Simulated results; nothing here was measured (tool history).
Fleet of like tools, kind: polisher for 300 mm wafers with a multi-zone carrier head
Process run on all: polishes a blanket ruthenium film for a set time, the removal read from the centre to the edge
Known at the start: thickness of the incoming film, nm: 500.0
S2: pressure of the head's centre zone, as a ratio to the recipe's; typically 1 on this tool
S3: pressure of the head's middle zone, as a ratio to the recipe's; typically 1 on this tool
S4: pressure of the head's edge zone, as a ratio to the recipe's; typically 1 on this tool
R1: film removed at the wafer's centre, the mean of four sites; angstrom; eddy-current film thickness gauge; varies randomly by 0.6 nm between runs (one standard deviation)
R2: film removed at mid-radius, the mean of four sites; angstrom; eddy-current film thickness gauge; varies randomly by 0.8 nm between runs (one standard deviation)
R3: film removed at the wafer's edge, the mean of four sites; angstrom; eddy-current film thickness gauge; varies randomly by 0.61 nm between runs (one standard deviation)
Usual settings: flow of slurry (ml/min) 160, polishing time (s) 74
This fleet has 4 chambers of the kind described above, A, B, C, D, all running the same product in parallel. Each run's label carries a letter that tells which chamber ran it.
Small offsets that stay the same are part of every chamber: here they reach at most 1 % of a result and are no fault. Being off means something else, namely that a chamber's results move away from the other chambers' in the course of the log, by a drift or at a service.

{"hour": 1.3, "done": "chamber B: worn pad replaced by a new one"}
{"run": "1C", "hour": 8.5, "flow of slurry (ml/min)": 160, "S2": 1, "S3": 1, "S4": 1, "polishing time (s)": 74, "R1": 571.89, "R2": 555.36, "R3": 548.74}
{"hour": 16.5, "done": "chamber B: slurry nozzle cleaned"}
{"run": "2A", "hour": 19.9, "flow of slurry (ml/min)": 160, "S2": 1, "S3": 1, "S4": 1, "polishing time (s)": 74, "R1": 563.21, "R2": 565.31, "R3": 559.66}
{"run": "3B", "hour": 25.3, "flow of slurry (ml/min)": 160, "S2": 1, "S3": 1, "S4": 1, "polishing time (s)": 74, "R1": 553, "R2": 557.29, "R3": 557.69}
{"run": "4D", "hour": 36.4, "flow of slurry (ml/min)": 160, "S2": 1, "S3": 1, "S4": 1, "polishing time (s)": 74, "R1": 551.9, "R2": 563.13, "R3": 569.35}
{"hour": 40.3, "done": "chamber D: worn pad replaced by a new one"}
{"run": "5C", "hour": 42.8, "flow of slurry (ml/min)": 160, "S2": 1, "S3": 1, "S4": 1, "polishing time (s)": 74, "R1": 563.38, "R2": 553.13, "R3": 561.11}
{"run": "6A", "hour": 52.6, "flow of slurry (ml/min)": 160, "S2": 1, "S3": 1, "S4": 1, "polishing time (s)": 74, "R1": 567.28, "R2": 556.82, "R3": 557.91}
{"run": "7D", "hour": 63.9, "flow of slurry (ml/min)": 200, "S2": 1, "S3": 1, "S4": 1, "polishing time (s)": 98, "R1": 756.22, "R2": 750.55, "R3": 758.09}
{"run": "8B", "hour": 74.3, "flow of slurry (ml/min)": 200, "S2": 1, "S3": 1, "S4": 1, "polishing time (s)": 98, "R1": 766.63, "R2": 772.63, "R3": 758.86}
{"hour": 78.2, "done": "chamber C: worn pad replaced by a new one"}
{"run": "9A", "hour": 85.6, "flow of slurry (ml/min)": 200, "S2": 1, "S3": 1, "S4": 1, "polishing time (s)": 98, "R1": 786.31, "R2": 754.16, "R3": 745.52}
{"run": "10C", "hour": 96.8, "flow of slurry (ml/min)": 200, "S2": 1, "S3": 1, "S4": 1, "polishing time (s)": 98, "R1": 760.14, "R2": 742.02, "R3": 755.63}
{"run": "11D", "hour": 103.4, "flow of slurry (ml/min)": 160, "S2": 1, "S3": 1, "S4": 1, "polishing time (s)": 74, "R1": 552.66, "R2": 549.67, "R3": 558.89}
{"hour": 111.2, "done": "chamber A: worn pad replaced by a new one"}
{"hour": 111.7, "done": "chamber B: worn pad replaced by a new one"}
{"run": "12B", "hour": 112.7, "flow of slurry (ml/min)": 160, "S2": 1, "S3": 1, "S4": 1, "polishing time (s)": 74, "R1": 550.67, "R2": 560.53, "R3": 557.51}
{"run": "13B", "hour": 118.8, "flow of slurry (ml/min)": 160, "S2": 1, "S3": 1, "S4": 1, "polishing time (s)": 74, "R1": 549.34, "R2": 573.84, "R3": 546.7}
{"hour": 122.9, "done": "chamber D: worn pad replaced by a new one"}
{"run": "14A", "hour": 124.9, "flow of slurry (ml/min)": 160, "S2": 1, "S3": 1, "S4": 1, "polishing time (s)": 74, "R1": 560.84, "R2": 551.99, "R3": 549.76}
{"run": "15C", "hour": 133.2, "flow of slurry (ml/min)": 160, "S2": 1, "S3": 1, "S4": 1, "polishing time (s)": 74, "R1": 563.99, "R2": 543.81, "R3": 553.81}
{"run": "16D", "hour": 139.7, "flow of slurry (ml/min)": 160, "S2": 1, "S3": 1, "S4": 1, "polishing time (s)": 74, "R1": 552.12, "R2": 555.18, "R3": 561.63}
{"run": "17C", "hour": 151.8, "flow of slurry (ml/min)": 160, "S2": 1, "S3": 1, "S4": 1, "polishing time (s)": 74, "R1": 555.29, "R2": 554.54, "R3": 561.66}
{"run": "18B", "hour": 158.3, "flow of slurry (ml/min)": 160, "S2": 1, "S3": 1, "S4": 1, "polishing time (s)": 74, "R1": 556.35, "R2": 568.41, "R3": 545.88}
{"run": "19A", "hour": 165.9, "flow of slurry (ml/min)": 180, "S2": 1, "S3": 1.1, "S4": 1, "polishing time (s)": 74, "R1": 576.32, "R2": 625.46, "R3": 554.05}
{"hour": 169.8, "done": "chamber A: edge zone pressure recalibrated"}
{"run": "20D", "hour": 174.6, "flow of slurry (ml/min)": 180, "S2": 1, "S3": 1.1, "S4": 1, "polishing time (s)": 74, "R1": 562.29, "R2": 620.51, "R3": 556.48}
{"run": "21A", "hour": 182.6, "flow of slurry (ml/min)": 180, "S2": 1, "S3": 1.1, "S4": 1, "polishing time (s)": 74, "R1": 573.66, "R2": 615.42, "R3": 564.26}
{"run": "22C", "hour": 191.8, "flow of slurry (ml/min)": 180, "S2": 1, "S3": 1.1, "S4": 1, "polishing time (s)": 74, "R1": 569.26, "R2": 608.05, "R3": 559.59}
{"hour": 200.3, "done": "chamber D: worn pad replaced by a new one"}
{"run": "23B", "hour": 202.4, "flow of slurry (ml/min)": 160, "S2": 1.06, "S3": 1, "S4": 1, "polishing time (s)": 74, "R1": 588.19, "R2": 565.76, "R3": 555.87}
{"hour": 203.0, "done": "chamber C: slurry nozzle cleaned"}
{"hour": 204.5, "done": "chamber B: worn pad replaced by a new one"}
{"run": "24D", "hour": 212.7, "flow of slurry (ml/min)": 160, "S2": 1.06, "S3": 1, "S4": 1, "polishing time (s)": 74, "R1": 580.13, "R2": 542.2, "R3": 563.24}
{"run": "25B", "hour": 218.5, "flow of slurry (ml/min)": 160, "S2": 1.06, "S3": 1, "S4": 1, "polishing time (s)": 74, "R1": 576.8, "R2": 572.96, "R3": 547.55}
{"run": "26D", "hour": 226.9, "flow of slurry (ml/min)": 160, "S2": 1.06, "S3": 1, "S4": 1, "polishing time (s)": 74, "R1": 589.67, "R2": 534.61, "R3": 559.35}
{"run": "27C", "hour": 232.3, "flow of slurry (ml/min)": 160, "S2": 1, "S3": 1, "S4": 1, "polishing time (s)": 74, "R1": 571.1, "R2": 560.51, "R3": 556.6}
{"hour": 234.2, "done": "chamber A: worn pad replaced by a new one"}
{"run": "28A", "hour": 239.7, "flow of slurry (ml/min)": 160, "S2": 1, "S3": 1, "S4": 1, "polishing time (s)": 74, "R1": 547.81, "R2": 545.98, "R3": 564.58}
{"hour": 246.2, "done": "chamber D: edge zone pressure recalibrated"}
{"run": "29B", "hour": 249.7, "flow of slurry (ml/min)": 160, "S2": 1, "S3": 1, "S4": 1, "polishing time (s)": 74, "R1": 549.59, "R2": 543.9, "R3": 550.69}
{"hour": 253.2, "done": "chamber C: worn pad replaced by a new one"}
{"run": "30A", "hour": 257.6, "flow of slurry (ml/min)": 160, "S2": 1, "S3": 1, "S4": 1, "polishing time (s)": 74, "R1": 565.2, "R2": 551.16, "R3": 545.72}
{"run": "31C", "hour": 265.3, "flow of slurry (ml/min)": 160, "S2": 1, "S3": 1, "S4": 1, "polishing time (s)": 59, "R1": 447.76, "R2": 439.26, "R3": 442.08}
{"run": "32D", "hour": 272.9, "flow of slurry (ml/min)": 160, "S2": 1, "S3": 1, "S4": 1, "polishing time (s)": 59, "R1": 445.39, "R2": 436.59, "R3": 453.12}
{"hour": 279.6, "done": "chamber D: worn pad replaced by a new one"}
{"run": "33A", "hour": 282.7, "flow of slurry (ml/min)": 160, "S2": 1, "S3": 1, "S4": 1, "polishing time (s)": 59, "R1": 444.47, "R2": 442.29, "R3": 433.93}
{"run": "34D", "hour": 290.7, "flow of slurry (ml/min)": 160, "S2": 1, "S3": 1, "S4": 1, "polishing time (s)": 59, "R1": 442.19, "R2": 442.91, "R3": 437.58}
{"hour": 293.5, "done": "chamber B: centre zone pressure recalibrated"}
{"run": "35B", "hour": 296.3, "flow of slurry (ml/min)": 160, "S2": 1, "S3": 1, "S4": 1, "polishing time (s)": 74, "R1": 545.11, "R2": 558.97, "R3": 562.33}
{"run": "36C", "hour": 308.3, "flow of slurry (ml/min)": 195, "S2": 1, "S3": 1, "S4": 1, "polishing time (s)": 74, "R1": 579.37, "R2": 562.15, "R3": 576.51}
{"run": "37B", "hour": 317.9, "flow of slurry (ml/min)": 195, "S2": 1, "S3": 1, "S4": 1, "polishing time (s)": 74, "R1": 568.04, "R2": 569.47, "R3": 567.29}
{"run": "38A", "hour": 324.0, "flow of slurry (ml/min)": 195, "S2": 1, "S3": 1, "S4": 1, "polishing time (s)": 74, "R1": 564.35, "R2": 567.45, "R3": 566.32}
{"run": "39D", "hour": 331.3, "flow of slurry (ml/min)": 195, "S2": 1, "S3": 1, "S4": 1, "polishing time (s)": 74, "R1": 572.14, "R2": 562.28, "R3": 583.1}
{"run": "40C", "hour": 337.6, "flow of slurry (ml/min)": 160, "S2": 1, "S3": 1, "S4": 1, "polishing time (s)": 74, "R1": 562.92, "R2": 550.29, "R3": 565.59}
{"run": "41C", "hour": 349.7, "flow of slurry (ml/min)": 160, "S2": 1, "S3": 1, "S4": 1, "polishing time (s)": 74, "R1": 554.41, "R2": 549.56, "R3": 557.89}

Each of the 4 chambers runs these same settings next. Fill in every chamber's results:
{"run": "42A", "hour": 358.3, "flow of slurry (ml/min)": 160, "S2": 1, "S3": 1, "S4": 0.9, "polishing time (s)": 74, "R1": "?", "R2": "?", "R3": "?"}
{"run": "42B", "hour": 358.3, "flow of slurry (ml/min)": 160, "S2": 1, "S3": 1, "S4": 0.9, "polishing time (s)": 74, "R1": "?", "R2": "?", "R3": "?"}
{"run": "42C", "hour": 358.3, "flow of slurry (ml/min)": 160, "S2": 1, "S3": 1, "S4": 0.9, "polishing time (s)": 74, "R1": "?", "R2": "?", "R3": "?"}
{"run": "42D", "hour": 358.3, "flow of slurry (ml/min)": 160, "S2": 1, "S3": 1, "S4": 0.9, "polishing time (s)": 74, "R1": "?", "R2": "?", "R3": "?"}

run=42A R1=551.92 R2=549.94 R3=531.62
run=42B R1=550.17 R2=568.11 R3=525.17
run=42C R1=556.79 R2=572.45 R3=531.38
run=42D R1=555.07 R2=546.59 R3=534.96
